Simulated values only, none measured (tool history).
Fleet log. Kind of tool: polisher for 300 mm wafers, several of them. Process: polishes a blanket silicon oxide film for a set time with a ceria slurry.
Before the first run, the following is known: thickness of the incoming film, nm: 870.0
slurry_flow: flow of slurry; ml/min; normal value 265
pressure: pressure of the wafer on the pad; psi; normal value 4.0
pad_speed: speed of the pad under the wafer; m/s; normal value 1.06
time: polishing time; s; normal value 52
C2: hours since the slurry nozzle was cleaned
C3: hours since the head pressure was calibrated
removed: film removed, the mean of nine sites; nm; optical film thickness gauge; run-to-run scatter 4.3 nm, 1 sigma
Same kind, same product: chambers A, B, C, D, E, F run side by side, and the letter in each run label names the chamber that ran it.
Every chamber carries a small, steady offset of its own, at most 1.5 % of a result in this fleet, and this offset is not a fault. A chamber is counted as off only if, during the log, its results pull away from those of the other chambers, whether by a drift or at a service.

run 1D hour=5.9 | slurry_flow=265 pressure=4.0 pad_speed=1.06 time=52 | wafers_polished_on_this_pad=966 C2=90.3 C3=275.4 | removed=320.14
-- hour=9.8 chamber D: worn pad replaced by a new one
run 2E hour=12.4 | slurry_flow=265 pressure=4.0 pad_speed=1.06 time=52 | wafers_polished_on_this_pad=289 C2=170.8 C3=965.5 | removed=317.55
run 3C hour=18.9 | slurry_flow=265 pressure=4.0 pad_speed=1.06 time=52 | wafers_polished_on_this_pad=272 C2=205.0 C3=346.2 | removed=319.76
run 4B hour=23.5 | slurry_flow=265 pressure=4.0 pad_speed=1.06 time=52 | wafers_polished_on_this_pad=790 C2=302.7 C3=269.5 | removed=325.67
-- hour=24.9 chamber B: worn pad replaced by a new one
-- hour=30.2 chamber F: worn pad replaced by a new one
run 5F hour=31.5 | slurry_flow=265 pressure=2.7 pad_speed=1.06 time=62 | wafers_polished_on_this_pad=12 C2=328.7 C3=186.4 | removed=261.66
run 6A hour=38.0 | slurry_flow=265 pressure=2.7 pad_speed=1.06 time=62 | wafers_polished_on_this_pad=669 C2=392.8 C3=850.8 | removed=254.95
run 7B hour=42.3 | slurry_flow=265 pressure=2.7 pad_speed=1.06 time=62 | wafers_polished_on_this_pad=157 C2=321.5 C3=288.3 | removed=262.53
run 8D hour=46.7 | slurry_flow=265 pressure=2.7 pad_speed=1.06 time=62 | wafers_polished_on_this_pad=334 C2=131.1 C3=316.2 | removed=264.91
-- hour=47.4 chamber C: worn pad replaced by a new one
run 9E hour=50.8 | slurry_flow=265 pressure=2.7 pad_speed=1.06 time=62 | wafers_polished_on_this_pad=637 C2=209.2 C3=1003.9 | removed=263.66
run 10C hour=58.2 | slurry_flow=265 pressure=2.7 pad_speed=1.06 time=62 | wafers_polished_on_this_pad=98 C2=244.3 C3=385.5 | removed=259.16
run 11F hour=62.9 | slurry_flow=265 pressure=4.0 pad_speed=1.06 time=52 | wafers_polished_on_this_pad=296 C2=360.1 C3=217.8 | removed=315.17
run 12A hour=68.3 | slurry_flow=265 pressure=4.0 pad_speed=1.06 time=52 | wafers_polished_on_this_pad=944 C2=423.1 C3=881.1 | removed=326.63
-- hour=70.6 chamber A: worn pad replaced by a new one
run 13B hour=73.0 | slurry_flow=265 pressure=4.0 pad_speed=1.06 time=52 | wafers_polished_on_this_pad=435 C2=352.2 C3=319.0 | removed=325.96
run 14E hour=76.6 | slurry_flow=265 pressure=4.0 pad_speed=1.06 time=52 | wafers_polished_on_this_pad=870 C2=235.0 C3=1029.7 | removed=320.80
run 15C hour=83.9 | slurry_flow=265 pressure=4.0 pad_speed=0.82 time=52 | wafers_polished_on_this_pad=330 C2=270.0 C3=411.2 | removed=244.72
run 16F hour=88.7 | slurry_flow=265 pressure=4.0 pad_speed=0.82 time=52 | wafers_polished_on_this_pad=529 C2=385.9 C3=243.6 | removed=251.08
run 17D hour=93.1 | slurry_flow=265 pressure=4.0 pad_speed=0.82 time=52 | wafers_polished_on_this_pad=754 C2=177.5 C3=362.6 | removed=244.91
run 18A hour=99.0 | slurry_flow=265 pressure=4.0 pad_speed=0.82 time=52 | wafers_polished_on_this_pad=257 C2=453.8 C3=911.8 | removed=245.34
run 19B hour=104.4 | slurry_flow=265 pressure=4.0 pad_speed=0.82 time=52 | wafers_polished_on_this_pad=719 C2=383.6 C3=350.4 | removed=241.54
-- hour=105.7 chamber E: head pressure recalibrated
-- hour=106.0 chamber C: worn pad replaced by a new one
-- hour=107.6 chamber F: worn pad replaced by a new one
run 20E hour=111.3 | slurry_flow=265 pressure=4.0 pad_speed=0.82 time=52 | wafers_polished_on_this_pad=1184 C2=269.7 C3=5.7 | removed=239.23
run 21A hour=115.7 | slurry_flow=265 pressure=4.0 pad_speed=1.06 time=52 | wafers_polished_on_this_pad=408 C2=470.5 C3=928.5 | removed=315.11
-- hour=117.4 chamber B: worn pad replaced by a new one
run 22F hour=123.6 | slurry_flow=265 pressure=4.0 pad_speed=1.06 time=52 | wafers_polished_on_this_pad=145 C2=420.8 C3=278.5 | removed=323.38
run 23C hour=130.1 | slurry_flow=265 pressure=4.0 pad_speed=1.06 time=52 | wafers_polished_on_this_pad=218 C2=316.2 C3=457.4 | removed=318.68
run 24D hour=134.3 | slurry_flow=265 pressure=4.0 pad_speed=1.06 time=52 | wafers_polished_on_this_pad=1126 C2=218.7 C3=403.8 | removed=323.23
-- hour=137.4 chamber E: worn pad replaced by a new one
run 25E hour=138.7 | slurry_flow=265 pressure=4.0 pad_speed=1.06 time=52 | wafers_polished_on_this_pad=12 C2=297.1 C3=33.1 | removed=320.14
run 26D hour=143.1 | slurry_flow=265 pressure=4.0 pad_speed=1.06 time=52 | wafers_polished_on_this_pad=1206 C2=227.5 C3=412.6 | removed=314.97
-- hour=143.4 chamber D: worn pad replaced by a new one
run 27F hour=150.1 | slurry_flow=265 pressure=5.0 pad_speed=1.06 time=52 | wafers_polished_on_this_pad=384 C2=447.3 C3=305.0 | removed=386.87
run 28C hour=158.2 | slurry_flow=265 pressure=5.0 pad_speed=1.06 time=52 | wafers_polished_on_this_pad=472 C2=344.3 C3=485.5 | removed=399.53
run 29B hour=163.7 | slurry_flow=265 pressure=5.0 pad_speed=1.06 time=52 | wafers_polished_on_this_pad=419 C2=442.9 C3=409.7 | removed=406.58
run 30A hour=167.4 | slurry_flow=265 pressure=5.0 pad_speed=1.06 time=52 | wafers_polished_on_this_pad=876 C2=522.2 C3=980.2 | removed=400.95
run 31F hour=171.5 | slurry_flow=265 pressure=5.0 pad_speed=1.06 time=52 | wafers_polished_on_this_pad=578 C2=468.7 C3=326.4 | removed=390.79
-- hour=173.8 chamber A: worn pad replaced by a new one
-- hour=174.2 chamber C: worn pad replaced by a new one
-- hour=178.7 chamber F: worn pad replaced by a new one
run 32C hour=178.7 | slurry_flow=265 pressure=5.0 pad_speed=1.06 time=52 | wafers_polished_on_this_pad=40 C2=364.8 C3=506.0 | removed=392.27
run 33E hour=184.2 | slurry_flow=265 pressure=4.0 pad_speed=1.06 time=52 | wafers_polished_on_this_pad=424 C2=342.6 C3=78.6 | removed=312.21
run 34A hour=189.1 | slurry_flow=265 pressure=4.0 pad_speed=1.06 time=52 | wafers_polished_on_this_pad=138 C2=543.9 C3=1001.9 | removed=325.32
run 35D hour=195.1 | slurry_flow=265 pressure=4.0 pad_speed=1.06 time=52 | wafers_polished_on_this_pad=468 C2=279.5 C3=464.6 | removed=317.87
run 36B hour=201.0 | slurry_flow=185 pressure=5.3 pad_speed=1.06 time=52 | wafers_polished_on_this_pad=756 C2=480.2 C3=447.0 | removed=413.30
run 37F hour=205.9 | slurry_flow=185 pressure=5.3 pad_speed=1.06 time=52 | wafers_polished_on_this_pad=246 C2=503.1 C3=360.8 | removed=398.80
-- hour=207.5 chamber B: worn pad replaced by a new one
-- hour=211.6 chamber C: slurry nozzle cleaned
run 38C hour=213.3 | slurry_flow=185 pressure=5.3 pad_speed=1.06 time=52 | wafers_polished_on_this_pad=353 C2=1.8 C3=540.6 | removed=407.78
run 39A hour=219.3 | slurry_flow=185 pressure=5.3 pad_speed=1.06 time=52 | wafers_polished_on_this_pad=411 C2=574.1 C3=1032.1 | removed=410.76
run 40B hour=226.9 | slurry_flow=185 pressure=5.3 pad_speed=1.06 time=52 | wafers_polished_on_this_pad=176 C2=506.1 C3=472.9 | removed=407.66

Each of the 6 chambers runs these same settings next. Fill in every chamber's results:
run 41A hour=232.9 | slurry_flow=265 pressure=4.0 pad_speed=0.70 time=52 | removed=?
run 41B hour=232.9 | slurry_flow=265 pressure=4.0 pad_speed=0.70 time=52 | removed=?
run 41C hour=232.9 | slurry_flow=265 pressure=4.0 pad_speed=0.70 time=52 | removed=?
run 41D hour=232.9 | slurry_flow=265 pressure=4.0 pad_speed=0.70 time=52 | removed=?
run 41E hour=232.9 | slurry_flow=265 pressure=4.0 pad_speed=0.70 time=52 | removed=?
run 41F hour=232.9 | slurry_flow=265 pressure=4.0 pad_speed=0.70 time=52 | removed=?

run=41A removed=221.27
run=41B removed=215.43
run=41C removed=213.63
run=41D removed=217.13
run=41E removed=212.75
run=41F removed=204.80
